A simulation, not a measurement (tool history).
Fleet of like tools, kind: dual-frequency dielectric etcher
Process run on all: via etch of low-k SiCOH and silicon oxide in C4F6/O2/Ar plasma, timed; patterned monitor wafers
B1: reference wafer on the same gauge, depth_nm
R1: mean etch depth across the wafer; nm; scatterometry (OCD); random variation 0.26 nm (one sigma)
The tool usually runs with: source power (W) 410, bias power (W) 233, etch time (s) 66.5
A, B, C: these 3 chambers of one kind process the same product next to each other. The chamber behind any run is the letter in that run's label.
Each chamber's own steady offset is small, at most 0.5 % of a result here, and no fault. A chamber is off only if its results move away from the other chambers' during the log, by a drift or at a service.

run 1B hour=2.8 | source_power_(W)=410 bias_power_(W)=233 etch_time_(s)=66.5 | B1=177.01 | R1=203.44
run 2C hour=6.0 | source_power_(W)=410 bias_power_(W)=233 etch_time_(s)=66.5 | B1=176.97 | R1=205.20
run 3A hour=10.6 | source_power_(W)=410 bias_power_(W)=233 etch_time_(s)=66.5 | B1=176.97 | R1=205.24
run 4C hour=13.7 | source_power_(W)=410 bias_power_(W)=233 etch_time_(s)=66.5 | B1=176.92 | R1=205.13
run 5A hour=17.4 | source_power_(W)=410 bias_power_(W)=233 etch_time_(s)=66.5 | B1=176.90 | R1=205.10
run 6B hour=21.6 | source_power_(W)=470 bias_power_(W)=233 etch_time_(s)=66.5 | B1=176.90 | R1=214.02
run 7C hour=24.5 | source_power_(W)=470 bias_power_(W)=233 etch_time_(s)=66.5 | B1=176.88 | R1=215.98
run 8B hour=27.6 | source_power_(W)=470 bias_power_(W)=233 etch_time_(s)=66.5 | B1=176.84 | R1=214.03
run 9A hour=30.2 | source_power_(W)=410 bias_power_(W)=233 etch_time_(s)=66.5 | B1=176.79 | R1=205.41
run 10B hour=33.7 | source_power_(W)=410 bias_power_(W)=233 etch_time_(s)=66.5 | B1=176.82 | R1=203.49
run 11C hour=37.5 | source_power_(W)=410 bias_power_(W)=233 etch_time_(s)=66.5 | B1=176.78 | R1=205.20
run 12A hour=40.1 | source_power_(W)=410 bias_power_(W)=233 etch_time_(s)=66.5 | B1=176.74 | R1=205.08
run 13B hour=44.8 | source_power_(W)=410 bias_power_(W)=233 etch_time_(s)=66.5 | B1=176.72 | R1=202.90
-- hour=46.9 chamber A: wet clean of the chamber
run 14C hour=49.3 | source_power_(W)=410 bias_power_(W)=233 etch_time_(s)=66.5 | B1=176.79 | R1=205.05
run 15A hour=53.8 | source_power_(W)=410 bias_power_(W)=233 etch_time_(s)=66.5 | B1=176.70 | R1=205.05
run 16C hour=56.7 | source_power_(W)=410 bias_power_(W)=233 etch_time_(s)=48.5 | B1=176.65 | R1=149.43
run 17B hour=60.9 | source_power_(W)=410 bias_power_(W)=233 etch_time_(s)=48.5 | B1=176.64 | R1=148.07
run 18A hour=64.6 | source_power_(W)=410 bias_power_(W)=233 etch_time_(s)=48.5 | B1=176.63 | R1=149.54
run 19B hour=67.3 | source_power_(W)=410 bias_power_(W)=233 etch_time_(s)=76.0 | B1=176.60 | R1=231.54
run 20C hour=69.3 | source_power_(W)=410 bias_power_(W)=233 etch_time_(s)=76.0 | B1=176.63 | R1=233.49
run 21A hour=71.7 | source_power_(W)=410 bias_power_(W)=233 etch_time_(s)=76.0 | B1=176.58 | R1=233.94
run 22B hour=76.1 | source_power_(W)=410 bias_power_(W)=233 etch_time_(s)=66.5 | B1=176.60 | R1=203.08
run 23C hour=79.7 | source_power_(W)=410 bias_power_(W)=233 etch_time_(s)=66.5 | B1=176.63 | R1=204.06
run 24A hour=83.5 | source_power_(W)=410 bias_power_(W)=233 etch_time_(s)=66.5 | B1=176.52 | R1=204.47
run 25B hour=88.0 | source_power_(W)=360 bias_power_(W)=209 etch_time_(s)=66.5 | B1=176.41 | R1=185.77
run 26C hour=91.6 | source_power_(W)=360 bias_power_(W)=209 etch_time_(s)=66.5 | B1=176.49 | R1=187.62
run 27A hour=96.2 | source_power_(W)=360 bias_power_(W)=209 etch_time_(s)=66.5 | B1=176.44 | R1=187.98
run 28B hour=98.4 | source_power_(W)=410 bias_power_(W)=233 etch_time_(s)=66.5 | B1=176.42 | R1=202.74
run 29C hour=102.5 | source_power_(W)=410 bias_power_(W)=233 etch_time_(s)=66.5 | B1=176.40 | R1=204.25
run 30A hour=106.2 | source_power_(W)=410 bias_power_(W)=233 etch_time_(s)=66.5 | B1=176.40 | R1=204.65
run 31C hour=110.8 | source_power_(W)=410 bias_power_(W)=233 etch_time_(s)=66.5 | B1=176.37 | R1=204.10
run 32B hour=114.2 | source_power_(W)=410 bias_power_(W)=201 etch_time_(s)=47.0 | B1=176.36 | R1=136.35
run 33A hour=118.0 | source_power_(W)=410 bias_power_(W)=201 etch_time_(s)=47.0 | B1=176.29 | R1=137.95
run 34C hour=121.5 | source_power_(W)=410 bias_power_(W)=201 etch_time_(s)=47.0 | B1=176.28 | R1=137.43
run 35A hour=125.7 | source_power_(W)=410 bias_power_(W)=233 etch_time_(s)=66.5 | B1=176.32 | R1=205.02
run 36B hour=129.0 | source_power_(W)=410 bias_power_(W)=233 etch_time_(s)=66.5 | B1=176.30 | R1=202.26
run 37C hour=131.9 | source_power_(W)=410 bias_power_(W)=233 etch_time_(s)=66.5 | B1=176.19 | R1=204.08
run 38B hour=135.5 | source_power_(W)=440 bias_power_(W)=233 etch_time_(s)=66.5 | B1=176.18 | R1=207.69
run 39A hour=139.7 | source_power_(W)=440 bias_power_(W)=233 etch_time_(s)=66.5 | B1=176.24 | R1=209.82
run 40C hour=143.3 | source_power_(W)=440 bias_power_(W)=233 etch_time_(s)=66.5 | B1=176.19 | R1=209.86
run 41A hour=147.5 | source_power_(W)=410 bias_power_(W)=233 etch_time_(s)=66.5 | B1=176.19 | R1=204.33
run 42B hour=152.0 | source_power_(W)=410 bias_power_(W)=233 etch_time_(s)=66.5 | B1=176.15 | R1=202.18
run 43B hour=155.7 | source_power_(W)=410 bias_power_(W)=233 etch_time_(s)=66.5 | B1=176.10 | R1=201.94

Which is it: a chamber that has drifted or been left off by a service, a gauge drift common to all chambers, or only each chamber's usual small offset? If a chamber is off, name it and its likeliest cause.

Gauge drift. The chambers move together only on paper, and none stands off.
Cause: gauge reads low (%) = 0.527.
